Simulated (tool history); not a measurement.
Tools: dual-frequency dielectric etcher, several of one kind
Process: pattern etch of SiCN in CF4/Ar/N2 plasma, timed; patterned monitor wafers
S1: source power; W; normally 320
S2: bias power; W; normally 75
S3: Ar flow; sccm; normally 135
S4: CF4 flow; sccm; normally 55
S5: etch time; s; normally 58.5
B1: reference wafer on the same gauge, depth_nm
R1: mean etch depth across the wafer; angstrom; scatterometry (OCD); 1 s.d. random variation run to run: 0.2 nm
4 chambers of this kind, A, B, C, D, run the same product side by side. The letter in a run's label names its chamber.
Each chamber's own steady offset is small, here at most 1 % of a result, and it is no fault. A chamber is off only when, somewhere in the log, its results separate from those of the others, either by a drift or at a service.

run     day   S1  S2   S3  S4    S5      B1      R1
 1B   0.558  320  75  135  55  58.5  29.705  349.03
 2C   0.875  320  75  135  55  58.5  29.707  347.79
 3A   1.304  320  75  135  55  58.5  29.712  351.70
 4D   1.892  320  75  135  55  58.5  29.717  356.37
 5B   2.417  380  75  135  55  58.5  29.749  405.89
 6A   2.867  380  75  135  55  58.5  29.708  405.72
 7D   3.442  380  75  135  55  58.5  29.684  413.07
 8C   3.842  380  75  135  55  58.5  29.708  400.49
      3.871  -- chamber A: wet clean of the chamber
 9C   4.288  320  75  135  55  58.5  29.711  347.83
10B   4.608  320  75  135  55  58.5  29.755  352.09
11A   4.875  320  75  135  55  58.5  29.702  349.10
12D   5.254  320  75  135  55  58.5  29.684  354.02
13C   5.517  320  75  135  55  58.5  29.706  346.55
14D   5.892  320  75  135  55  58.5  29.669  354.42
15A   6.325  320  75  135  67  58.5  29.683  358.09
16B   6.683  320  75  135  67  58.5  29.679  360.25
17D   7.021  320  75  135  67  58.5  29.657  360.74
18A   7.338  320  75  135  67  58.5  29.741  358.92
19C   7.788  320  75  135  55  58.5  29.684  344.40
20B   8.383  320  75  135  55  58.5  29.687  352.39
21C   8.758  320  75  135  55  58.5  29.748  348.01
22D   9.046  320  75  135  55  58.5  29.702  352.70
23B   9.433  390  75  104  55  58.5  29.636  435.39
24A   9.975  390  75  104  55  58.5  29.685  433.94
25B  10.350  390  75  104  55  58.5  29.694  435.28
26D  10.654  390  75  104  55  58.5  29.722  429.93
27A  11.150  320  75  135  55  58.5  29.688  353.80
28C  11.529  320  75  135  55  58.5  29.715  350.67
29A  12.104  320  75  135  55  58.5  29.674  347.09
30B  12.367  320  75  135  55  58.5  29.670  349.25
31D  12.758  320  75  135  55  58.5  29.709  351.66
32C  13.225  320  75  135  55  58.5  29.668  347.71
     13.362  -- chamber D: Ar flow controller replaced
33B  13.496  320  75  135  55  58.5  29.714  349.84
34A  14.075  320  75  135  55  58.5  29.727  349.46
35C  14.400  320  75  135  55  58.5  29.737  345.40
     14.617  -- chamber D: wet clean of the chamber
36D  14.717  320  75  135  55  58.5  29.742  354.60
     14.788  -- chamber D: bias power generator calibrated
37D  15.312  320  75  116  55  58.5  29.694  359.14
     15.321  -- chamber B: wet clean of the chamber
38B  15.879  320  75  116  55  58.5  29.687  355.92
39A  16.350  320  75  116  55  58.5  29.713  364.41

For the next run the whole fleet of 4 chambers uses the same settings. Give each chamber's results:
40A  16.779  320  75  135  55  58.5       ?
40B  16.779  320  75  135  55  58.5       ?
40C  16.779  320  75  135  55  58.5       ?
40D  16.779  320  75  135  55  58.5       ?

run      R1
40A  351.14
40B  351.00
40C  348.44
40D  355.12

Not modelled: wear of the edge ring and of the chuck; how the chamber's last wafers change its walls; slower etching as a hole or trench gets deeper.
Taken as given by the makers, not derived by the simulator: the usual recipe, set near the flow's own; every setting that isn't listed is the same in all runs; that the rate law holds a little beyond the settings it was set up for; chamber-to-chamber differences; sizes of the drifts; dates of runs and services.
